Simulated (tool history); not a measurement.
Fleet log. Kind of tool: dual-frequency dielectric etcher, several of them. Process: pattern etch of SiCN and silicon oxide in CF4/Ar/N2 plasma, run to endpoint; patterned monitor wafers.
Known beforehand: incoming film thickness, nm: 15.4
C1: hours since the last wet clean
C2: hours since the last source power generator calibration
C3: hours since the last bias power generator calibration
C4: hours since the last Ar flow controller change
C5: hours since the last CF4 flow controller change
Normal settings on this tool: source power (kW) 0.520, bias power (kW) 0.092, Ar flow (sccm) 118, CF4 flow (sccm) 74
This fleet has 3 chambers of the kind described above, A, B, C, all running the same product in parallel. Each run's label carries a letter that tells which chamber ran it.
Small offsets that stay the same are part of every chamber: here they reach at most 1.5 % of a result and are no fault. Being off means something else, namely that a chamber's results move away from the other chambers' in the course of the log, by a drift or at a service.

{"run": "1B", "day": 0.462, "source power (kW)": 0.52, "bias power (kW)": 0.092, "Ar flow (sccm)": 118, "CF4 flow (sccm)": 74, "C1": 377.3, "C2": 509.1, "C3": 874.7, "C4": 2418.8, "C5": 2807.1, "endpoint time (s)": 14.599}
{"run": "2C", "day": 0.871, "source power (kW)": 0.52, "bias power (kW)": 0.092, "Ar flow (sccm)": 118, "CF4 flow (sccm)": 74, "C1": 258.5, "C2": 1347.8, "C3": 2924.3, "C4": 1193.6, "C5": 3111.1, "endpoint time (s)": 14.966}
{"run": "3A", "day": 1.171, "source power (kW)": 0.52, "bias power (kW)": 0.092, "Ar flow (sccm)": 118, "CF4 flow (sccm)": 74, "C1": 475.9, "C2": 2565.6, "C3": 3903.8, "C4": 3347.6, "C5": 1514.7, "endpoint time (s)": 14.797}
{"day": 1.179, "done": "chamber B: wet clean of the chamber"}
{"run": "4C", "day": 1.508, "source power (kW)": 0.52, "bias power (kW)": 0.092, "Ar flow (sccm)": 118, "CF4 flow (sccm)": 74, "C1": 273.8, "C2": 1363.1, "C3": 2939.6, "C4": 1208.9, "C5": 3126.4, "endpoint time (s)": 14.691}
{"run": "5A", "day": 1.838, "source power (kW)": 0.59, "bias power (kW)": 0.092, "Ar flow (sccm)": 89, "CF4 flow (sccm)": 74, "C1": 491.9, "C2": 2581.6, "C3": 3919.8, "C4": 3363.6, "C5": 1530.7, "endpoint time (s)": 12.756}
{"run": "6B", "day": 2.338, "source power (kW)": 0.59, "bias power (kW)": 0.092, "Ar flow (sccm)": 89, "CF4 flow (sccm)": 74, "C1": 27.8, "C2": 554.1, "C3": 919.7, "C4": 2463.8, "C5": 2852.1, "endpoint time (s)": 12.846}
{"run": "7C", "day": 2.838, "source power (kW)": 0.59, "bias power (kW)": 0.092, "Ar flow (sccm)": 89, "CF4 flow (sccm)": 74, "C1": 305.7, "C2": 1395.0, "C3": 2971.5, "C4": 1240.8, "C5": 3158.3, "endpoint time (s)": 12.722}
{"run": "8B", "day": 3.208, "source power (kW)": 0.52, "bias power (kW)": 0.092, "Ar flow (sccm)": 118, "CF4 flow (sccm)": 74, "C1": 48.7, "C2": 575.0, "C3": 940.6, "C4": 2484.7, "C5": 2873.0, "endpoint time (s)": 14.943}
{"run": "9A", "day": 3.654, "source power (kW)": 0.52, "bias power (kW)": 0.092, "Ar flow (sccm)": 118, "CF4 flow (sccm)": 74, "C1": 535.5, "C2": 2625.2, "C3": 3963.4, "C4": 3407.2, "C5": 1574.3, "endpoint time (s)": 14.693}
{"run": "10B", "day": 3.883, "source power (kW)": 0.52, "bias power (kW)": 0.092, "Ar flow (sccm)": 118, "CF4 flow (sccm)": 74, "C1": 64.9, "C2": 591.2, "C3": 956.8, "C4": 2500.9, "C5": 2889.2, "endpoint time (s)": 14.916}
{"run": "11C", "day": 4.2, "source power (kW)": 0.52, "bias power (kW)": 0.092, "Ar flow (sccm)": 118, "CF4 flow (sccm)": 74, "C1": 338.4, "C2": 1427.7, "C3": 3004.2, "C4": 1273.5, "C5": 3191.0, "endpoint time (s)": 14.564}
{"run": "12A", "day": 4.554, "source power (kW)": 0.52, "bias power (kW)": 0.092, "Ar flow (sccm)": 118, "CF4 flow (sccm)": 74, "C1": 557.1, "C2": 2646.8, "C3": 3985.0, "C4": 3428.8, "C5": 1595.9, "endpoint time (s)": 14.757}
{"run": "13A", "day": 4.95, "source power (kW)": 0.52, "bias power (kW)": 0.092, "Ar flow (sccm)": 118, "CF4 flow (sccm)": 74, "C1": 566.6, "C2": 2656.3, "C3": 3994.5, "C4": 3438.3, "C5": 1605.4, "endpoint time (s)": 14.632}
{"run": "14B", "day": 5.196, "source power (kW)": 0.52, "bias power (kW)": 0.092, "Ar flow (sccm)": 118, "CF4 flow (sccm)": 74, "C1": 96.4, "C2": 622.7, "C3": 988.3, "C4": 2532.4, "C5": 2920.7, "endpoint time (s)": 14.733}
{"run": "15C", "day": 5.475, "source power (kW)": 0.52, "bias power (kW)": 0.092, "Ar flow (sccm)": 118, "CF4 flow (sccm)": 74, "C1": 369.0, "C2": 1458.3, "C3": 3034.8, "C4": 1304.1, "C5": 3221.6, "endpoint time (s)": 14.834}
{"run": "16A", "day": 5.954, "source power (kW)": 0.52, "bias power (kW)": 0.092, "Ar flow (sccm)": 118, "CF4 flow (sccm)": 74, "C1": 590.7, "C2": 2680.4, "C3": 4018.6, "C4": 3462.4, "C5": 1629.5, "endpoint time (s)": 14.631}
{"day": 6.383, "done": "chamber B: CF4 flow controller replaced"}
{"run": "17C", "day": 6.429, "source power (kW)": 0.61, "bias power (kW)": 0.092, "Ar flow (sccm)": 147, "CF4 flow (sccm)": 74, "C1": 391.9, "C2": 1481.2, "C3": 3057.7, "C4": 1327.0, "C5": 3244.5, "endpoint time (s)": 13.333}
{"run": "18B", "day": 6.829, "source power (kW)": 0.61, "bias power (kW)": 0.092, "Ar flow (sccm)": 147, "CF4 flow (sccm)": 74, "C1": 135.6, "C2": 661.9, "C3": 1027.5, "C4": 2571.6, "C5": 10.7, "endpoint time (s)": 13.401}
{"run": "19C", "day": 7.158, "source power (kW)": 0.61, "bias power (kW)": 0.092, "Ar flow (sccm)": 147, "CF4 flow (sccm)": 74, "C1": 409.4, "C2": 1498.7, "C3": 3075.2, "C4": 1344.5, "C5": 3262.0, "endpoint time (s)": 13.431}
{"run": "20A", "day": 7.404, "source power (kW)": 0.52, "bias power (kW)": 0.092, "Ar flow (sccm)": 118, "CF4 flow (sccm)": 74, "C1": 625.5, "C2": 2715.2, "C3": 4053.4, "C4": 3497.2, "C5": 1664.3, "endpoint time (s)": 14.648}
{"run": "21B", "day": 7.896, "source power (kW)": 0.52, "bias power (kW)": 0.092, "Ar flow (sccm)": 118, "CF4 flow (sccm)": 74, "C1": 161.2, "C2": 687.5, "C3": 1053.1, "C4": 2597.2, "C5": 36.3, "endpoint time (s)": 14.84}
{"run": "22A", "day": 8.138, "source power (kW)": 0.52, "bias power (kW)": 0.092, "Ar flow (sccm)": 118, "CF4 flow (sccm)": 74, "C1": 643.1, "C2": 2732.8, "C3": 4071.0, "C4": 3514.8, "C5": 1681.9, "endpoint time (s)": 14.774}
{"day": 8.233, "done": "chamber A: wet clean of the chamber"}
{"run": "23B", "day": 8.5, "source power (kW)": 0.52, "bias power (kW)": 0.092, "Ar flow (sccm)": 118, "CF4 flow (sccm)": 74, "C1": 175.7, "C2": 702.0, "C3": 1067.6, "C4": 2611.7, "C5": 50.8, "endpoint time (s)": 14.656}
{"run": "24C", "day": 8.942, "source power (kW)": 0.52, "bias power (kW)": 0.092, "Ar flow (sccm)": 118, "CF4 flow (sccm)": 74, "C1": 452.2, "C2": 1541.5, "C3": 3118.0, "C4": 1387.3, "C5": 3304.8, "endpoint time (s)": 14.89}
{"run": "25B", "day": 9.254, "source power (kW)": 0.52, "bias power (kW)": 0.092, "Ar flow (sccm)": 118, "CF4 flow (sccm)": 74, "C1": 193.8, "C2": 720.1, "C3": 1085.7, "C4": 2629.8, "C5": 68.9, "endpoint time (s)": 14.946}
{"run": "26C", "day": 9.562, "source power (kW)": 0.52, "bias power (kW)": 0.102, "Ar flow (sccm)": 118, "CF4 flow (sccm)": 91, "C1": 467.1, "C2": 1556.4, "C3": 3132.9, "C4": 1402.2, "C5": 3319.7, "endpoint time (s)": 14.116}
{"run": "27A", "day": 9.975, "source power (kW)": 0.52, "bias power (kW)": 0.102, "Ar flow (sccm)": 118, "CF4 flow (sccm)": 91, "C1": 41.8, "C2": 2776.9, "C3": 4115.1, "C4": 3558.9, "C5": 1726.0, "endpoint time (s)": 13.622}
{"run": "28A", "day": 10.421, "source power (kW)": 0.52, "bias power (kW)": 0.102, "Ar flow (sccm)": 118, "CF4 flow (sccm)": 91, "C1": 52.5, "C2": 2787.6, "C3": 4125.8, "C4": 3569.6, "C5": 1736.7, "endpoint time (s)": 13.733}
{"run": "29C", "day": 10.65, "source power (kW)": 0.58, "bias power (kW)": 0.092, "Ar flow (sccm)": 98, "CF4 flow (sccm)": 74, "C1": 493.2, "C2": 1582.5, "C3": 3159.0, "C4": 1428.3, "C5": 3345.8, "endpoint time (s)": 13.26}
{"run": "30B", "day": 10.975, "source power (kW)": 0.58, "bias power (kW)": 0.092, "Ar flow (sccm)": 98, "CF4 flow (sccm)": 74, "C1": 235.1, "C2": 761.4, "C3": 1127.0, "C4": 2671.1, "C5": 110.2, "endpoint time (s)": 13.093}

Is one chamber out of step, is the gauge drifting, or do the chambers differ by no more than their own small offsets? For an off chamber, give its letter and the likeliest cause.

Nothing is wrong: each chamber keeps only its own small, steady offset and the gauge holds still.
